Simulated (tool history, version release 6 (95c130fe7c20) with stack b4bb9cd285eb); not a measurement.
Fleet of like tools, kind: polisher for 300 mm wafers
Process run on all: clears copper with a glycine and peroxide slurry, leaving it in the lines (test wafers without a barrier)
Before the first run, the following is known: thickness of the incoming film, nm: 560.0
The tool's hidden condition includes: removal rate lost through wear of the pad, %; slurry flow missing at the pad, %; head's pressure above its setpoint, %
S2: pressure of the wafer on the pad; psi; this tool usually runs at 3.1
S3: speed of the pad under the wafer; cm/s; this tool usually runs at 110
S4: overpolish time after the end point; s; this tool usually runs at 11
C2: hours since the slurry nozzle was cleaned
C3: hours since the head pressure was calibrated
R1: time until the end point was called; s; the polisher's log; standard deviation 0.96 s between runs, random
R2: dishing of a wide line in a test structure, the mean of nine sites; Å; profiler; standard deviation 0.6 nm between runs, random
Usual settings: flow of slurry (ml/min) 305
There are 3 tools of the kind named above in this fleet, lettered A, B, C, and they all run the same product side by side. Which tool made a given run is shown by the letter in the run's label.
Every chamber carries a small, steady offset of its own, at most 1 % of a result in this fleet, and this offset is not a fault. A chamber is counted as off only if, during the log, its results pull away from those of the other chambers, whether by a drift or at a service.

-- hour=9.1 chamber A: worn pad replaced by a new one
run 1A hour=9.4 | flow_of_slurry_(ml/min)=305 S2=3.1 S3=110 S4=11 | wafers_polished_on_this_pad=3 C2=859 C3=262 | R1=84.334 R2=453.47
-- hour=10.9 chamber A: slurry nozzle cleaned
run 2C hour=21.1 | flow_of_slurry_(ml/min)=305 S2=3.1 S3=110 S4=11 | wafers_polished_on_this_pad=422 C2=198.7 C3=215.6 | R1=85.056 R2=464.29
run 3B hour=28.2 | flow_of_slurry_(ml/min)=305 S2=3.1 S3=110 S4=11 | wafers_polished_on_this_pad=1229 C2=253.7 C3=347.5 | R1=86.253 R2=453.71
-- hour=32 chamber B: worn pad replaced by a new one
run 4C hour=39 | flow_of_slurry_(ml/min)=305 S2=3.1 S3=110 S4=11 | wafers_polished_on_this_pad=616 C2=216.6 C3=233.5 | R1=86.789 R2=456.11
run 5A hour=49.3 | flow_of_slurry_(ml/min)=305 S2=3.1 S3=110 S4=11 | wafers_polished_on_this_pad=435 C2=38.5 C3=301.9 | R1=83.905 R2=443.55
run 6B hour=57 | flow_of_slurry_(ml/min)=305 S2=3.1 S3=110 S4=11 | wafers_polished_on_this_pad=271 C2=282.5 C3=376.3 | R1=83.397 R2=455.13
run 7B hour=67.8 | flow_of_slurry_(ml/min)=305 S2=3.1 S3=110 S4=11 | wafers_polished_on_this_pad=388 C2=293.3 C3=387.1 | R1=85.865 R2=456.79
-- hour=74.2 chamber B: slurry nozzle cleaned
run 8A hour=82.4 | flow_of_slurry_(ml/min)=305 S2=3.1 S3=110 S4=11 | wafers_polished_on_this_pad=793 C2=71.6 C3=335 | R1=84.262 R2=454.67
-- hour=85.7 chamber C: worn pad replaced by a new one
run 9C hour=89.7 | flow_of_slurry_(ml/min)=305 S2=3.1 S3=110 S4=11 | wafers_polished_on_this_pad=43 C2=267.3 C3=284.2 | R1=84.828 R2=453.3
run 10A hour=100.6 | flow_of_slurry_(ml/min)=405 S2=3.1 S3=134 S4=11 | wafers_polished_on_this_pad=990 C2=89.8 C3=353.2 | R1=71.91 R2=527.82
-- hour=101.8 chamber A: worn pad replaced by a new one
run 11C hour=113.8 | flow_of_slurry_(ml/min)=405 S2=3.1 S3=134 S4=11 | wafers_polished_on_this_pad=304 C2=291.4 C3=308.3 | R1=69.928 R2=524.91
run 12B hour=123.5 | flow_of_slurry_(ml/min)=405 S2=3.1 S3=134 S4=11 | wafers_polished_on_this_pad=991 C2=49.4 C3=442.8 | R1=69.405 R2=525.88
-- hour=134.7 chamber B: worn pad replaced by a new one
run 13A hour=137.6 | flow_of_slurry_(ml/min)=305 S2=3.1 S3=110 S4=11 | wafers_polished_on_this_pad=387 C2=126.8 C3=390.2 | R1=86.041 R2=449.96
run 14C hour=150.5 | flow_of_slurry_(ml/min)=305 S2=3.1 S3=96 S4=11 | wafers_polished_on_this_pad=701 C2=328.1 C3=345 | R1=97.482 R2=412.59
run 15B hour=158.5 | flow_of_slurry_(ml/min)=305 S2=3.1 S3=96 S4=11 | wafers_polished_on_this_pad=258 C2=84.4 C3=477.8 | R1=95.283 R2=423.84
run 16C hour=171.4 | flow_of_slurry_(ml/min)=305 S2=3.1 S3=96 S4=11 | wafers_polished_on_this_pad=928 C2=349 C3=365.9 | R1=95.403 R2=419.86
run 17A hour=185.2 | flow_of_slurry_(ml/min)=305 S2=3.1 S3=110 S4=11 | wafers_polished_on_this_pad=902 C2=174.4 C3=437.8 | R1=85.985 R2=451.71
run 18B hour=192 | flow_of_slurry_(ml/min)=305 S2=3.1 S3=110 S4=11 | wafers_polished_on_this_pad=620 C2=117.9 C3=511.3 | R1=84.059 R2=466.18
-- hour=193.9 chamber A: worn pad replaced by a new one
-- hour=198.2 chamber C: worn pad replaced by a new one
run 19B hour=201.2 | flow_of_slurry_(ml/min)=305 S2=3.1 S3=110 S4=11 | wafers_polished_on_this_pad=720 C2=127.1 C3=520.5 | R1=85.005 R2=455.26
run 20A hour=213.5 | flow_of_slurry_(ml/min)=305 S2=3.1 S3=110 S4=11 | wafers_polished_on_this_pad=212 C2=202.7 C3=466.1 | R1=84.633 R2=451.98
-- hour=223 chamber B: worn pad replaced by a new one
run 21C hour=223.2 | flow_of_slurry_(ml/min)=305 S2=3.1 S3=110 S4=11 | wafers_polished_on_this_pad=270 C2=400.8 C3=417.7 | R1=86.03 R2=442.41
run 22C hour=233.9 | flow_of_slurry_(ml/min)=305 S2=3.1 S3=110 S4=11 | wafers_polished_on_this_pad=386 C2=411.5 C3=428.4 | R1=85.051 R2=457.13
run 23A hour=248.7 | flow_of_slurry_(ml/min)=305 S2=3.1 S3=110 S4=11 | wafers_polished_on_this_pad=593 C2=237.9 C3=501.3 | R1=84.478 R2=470.84
run 24B hour=255.5 | flow_of_slurry_(ml/min)=305 S2=3.1 S3=110 S4=11 | wafers_polished_on_this_pad=352 C2=181.4 C3=574.8 | R1=81.709 R2=463
run 25C hour=263.4 | flow_of_slurry_(ml/min)=305 S2=3.1 S3=110 S4=11 | wafers_polished_on_this_pad=706 C2=441 C3=457.9 | R1=83.699 R2=447.78
-- hour=270.2 chamber A: worn pad replaced by a new one
run 26A hour=275 | flow_of_slurry_(ml/min)=400 S2=3.1 S3=110 S4=11 | wafers_polished_on_this_pad=52 C2=264.2 C3=527.6 | R1=84.556 R2=459.38
run 27B hour=283 | flow_of_slurry_(ml/min)=400 S2=3.1 S3=110 S4=11 | wafers_polished_on_this_pad=649 C2=208.9 C3=602.3 | R1=81.176 R2=479.82
-- hour=287.1 chamber C: worn pad replaced by a new one
run 28B hour=296.5 | flow_of_slurry_(ml/min)=400 S2=3.1 S3=110 S4=11 | wafers_polished_on_this_pad=795 C2=222.4 C3=615.8 | R1=79.27 R2=472.97
run 29C hour=308.4 | flow_of_slurry_(ml/min)=305 S2=3.1 S3=110 S4=11 | wafers_polished_on_this_pad=231 C2=486 C3=502.9 | R1=83.133 R2=448.84
-- hour=314 chamber B: worn pad replaced by a new one
run 30A hour=321 | flow_of_slurry_(ml/min)=305 S2=3.1 S3=110 S4=11 | wafers_polished_on_this_pad=550 C2=310.2 C3=573.6 | R1=86.331 R2=449.49
run 31B hour=330.3 | flow_of_slurry_(ml/min)=305 S2=3.1 S3=110 S4=11 | wafers_polished_on_this_pad=176 C2=256.2 C3=649.6 | R1=80.961 R2=456.27
run 32C hour=345.1 | flow_of_slurry_(ml/min)=305 S2=3.1 S3=110 S4=11 | wafers_polished_on_this_pad=628 C2=522.7 C3=539.6 | R1=84.772 R2=457.37
-- hour=347.7 chamber A: worn pad replaced by a new one
run 33A hour=358.5 | flow_of_slurry_(ml/min)=305 S2=2.5 S3=78 S4=11 | wafers_polished_on_this_pad=117 C2=347.7 C3=611.1 | R1=135.32 R2=316.67
run 34C hour=369.1 | flow_of_slurry_(ml/min)=305 S2=2.5 S3=78 S4=11 | wafers_polished_on_this_pad=888 C2=546.7 C3=563.6 | R1=132.7 R2=319.42
run 35B hour=384.1 | flow_of_slurry_(ml/min)=305 S2=2.5 S3=78 S4=11 | wafers_polished_on_this_pad=758 C2=310 C3=703.4 | R1=127.82 R2=332.29
-- hour=394 chamber C: head pressure recalibrated
run 36A hour=398.1 | flow_of_slurry_(ml/min)=305 S2=3.1 S3=110 S4=11 | wafers_polished_on_this_pad=545 C2=387.3 C3=650.7 | R1=85.087 R2=451.99
-- hour=401.3 chamber C: worn pad replaced by a new one
run 37C hour=410.4 | flow_of_slurry_(ml/min)=305 S2=3.1 S3=110 S4=11 | wafers_polished_on_this_pad=98 C2=588 C3=16.4 | R1=85.823 R2=454.08

Read the log: is a single chamber off, either drifting away or since a service, is the gauge that measures every chamber drifting, or is nothing wrong beyond small per-chamber offsets? Name any odd chamber and what most likely caused it.

Chamber B drifts away from the others.
Most likely cause: head's pressure above its setpoint, % = 7.84.

Here are 4 candidates for chamber B's next run, each the usual settings with a change, their results left as question marks. Which one brings its results back in line with what the others give on the usual settings?
In line means no further than this from the other chambers' mean on the usual settings: R1 3.4 s; R2 21 Å
run 38B-1 hour=421.5 | flow_of_slurry_(ml/min)=305 S2=3.3 S3=118 S4=11 | R1=? R2=?
run 38B-2 hour=421.5 | flow_of_slurry_(ml/min)=305 S2=3 S3=106 S4=11 | R1=? R2=?
run 38B-3 hour=421.5 | flow_of_slurry_(ml/min)=305 S2=2.9 S3=102 S4=11 | R1=? R2=?
run 38B-4 hour=421.5 | flow_of_slurry_(ml/min)=305 S2=3.2 S3=114 S4=11 | R1=? R2=?

What the other chambers average on the usual settings: R1 85.15 s; R2 453.64 Å
run=38B-1 R1=71.954 R2=510.87
run=38B-2 R1=85.737 R2=448.41
run=38B-3 R1=91.167 R2=427.76
run=38B-4 R1=76.173 R2=490.01
The answer is 38B-2, which returns the chamber to within the allowed miss of the others.
